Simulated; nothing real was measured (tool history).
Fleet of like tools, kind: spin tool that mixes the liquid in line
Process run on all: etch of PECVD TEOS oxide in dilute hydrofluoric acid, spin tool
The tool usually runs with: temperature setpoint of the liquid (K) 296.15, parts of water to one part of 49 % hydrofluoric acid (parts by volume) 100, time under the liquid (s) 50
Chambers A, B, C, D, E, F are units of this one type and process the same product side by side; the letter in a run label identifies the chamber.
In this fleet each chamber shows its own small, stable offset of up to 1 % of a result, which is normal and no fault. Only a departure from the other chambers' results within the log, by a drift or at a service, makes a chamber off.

run,day,temperature setpoint of the liquid (K),parts of water to one part of 49 % hydrofluoric acid (parts by volume),time under the liquid (s),hours since the thermometer was replaced,hours since the hydrofluoric acid flow meter was replaced,"read-back film thickness of the PECVD TEOS oxide reference wafer, read on the same gauge (nm)",thickness taken off the PECVD TEOS oxide on a monitor wafer (angstrom)
1D,0.325,296.15,100,50,2151.0,622.7,29.966,72.660
2A,0.654,296.15,100,50,877.6,408.6,30.026,73.952
3F,1.067,296.15,100,50,1037.4,233.6,30.003,73.499
# day 1.233: chamber D: thermometer replaced
4C,1.258,296.15,100,50,161.1,710.6,30.015,73.256
5B,1.667,296.15,100,50,1568.6,1762.5,29.992,73.438
6E,1.883,296.15,100,50,1160.0,2054.6,30.012,73.382
7F,2.204,296.15,100,50,1064.7,260.9,29.969,74.007
8C,2.579,296.15,100,50,192.8,742.3,29.981,73.168
# day 2.792: chamber B: thermometer replaced
9E,2.950,296.15,100,50,1185.6,2080.2,30.005,73.045
10A,3.267,296.15,100,50,940.3,471.3,29.989,73.679
11B,3.625,292.15,80,50,20.1,1809.5,30.012,79.489
12D,3.854,292.15,80,50,63.0,707.4,30.013,79.627
13D,4.117,292.15,80,50,69.3,713.7,29.984,79.802
14F,4.375,292.15,80,50,1116.8,313.0,30.001,80.298
15C,4.588,292.15,80,50,241.0,790.5,30.000,79.663
16B,4.917,292.15,80,50,51.1,1840.5,30.046,77.897
17E,5.279,296.15,100,50,1241.5,2136.1,30.005,72.456
18A,5.483,296.15,100,30,993.5,524.5,29.985,44.324
19D,5.917,296.15,100,30,112.5,756.9,30.005,43.623
20C,6.167,296.15,100,30,278.9,828.4,29.997,45.093
21A,6.600,296.15,100,30,1020.3,551.3,29.982,44.016
22B,6.900,296.15,100,30,98.7,1888.1,30.006,43.810
23E,7.167,296.15,100,30,1286.8,2181.4,30.019,43.448
24F,7.425,296.15,100,50,1190.0,386.2,30.002,74.478
25B,7.742,296.15,100,50,118.9,1908.3,30.024,74.123
# day 8.038: chamber E: hydrofluoric acid flow meter replaced
26D,8.162,296.15,100,50,166.4,810.8,29.988,73.022
27A,8.367,296.15,100,50,1062.7,593.7,29.997,73.599
# day 8.388: chamber B: hydrofluoric acid flow meter replaced
28F,8.683,296.15,100,50,1220.2,416.4,29.998,74.348
29E,8.912,296.15,100,50,1328.7,21.1,30.015,73.196
30C,9.208,296.15,100,50,351.9,901.4,30.023,77.183
31B,9.633,296.15,100,50,164.3,30.0,30.012,73.488
32A,10.029,296.15,100,50,1102.6,633.6,29.987,74.197
33C,10.442,296.15,100,50,381.5,931.0,29.984,78.692
34D,10.838,296.15,100,50,230.6,875.0,29.963,73.535
35E,11.129,296.15,100,50,1381.9,74.3,29.980,72.960
36F,11.508,296.15,100,50,1288.0,484.2,29.980,73.234
37C,11.858,296.15,100,50,415.5,965.0,29.986,79.919
38A,12.088,296.15,100,50,1152.0,683.0,30.022,73.611

The same settings go to every chamber for the next run, one line per chamber below. Forecast the results for each:
39A,12.396,296.15,100,50,,,,?
39B,12.396,296.15,100,50,,,,?
39C,12.396,296.15,100,50,,,,?
39D,12.396,296.15,100,50,,,,?
39E,12.396,296.15,100,50,,,,?
39F,12.396,296.15,100,50,,,,?

run,thickness taken off the PECVD TEOS oxide on a monitor wafer (angstrom)
39A,73.163
39B,72.932
39C,79.484
39D,72.907
39E,72.877
39F,74.794
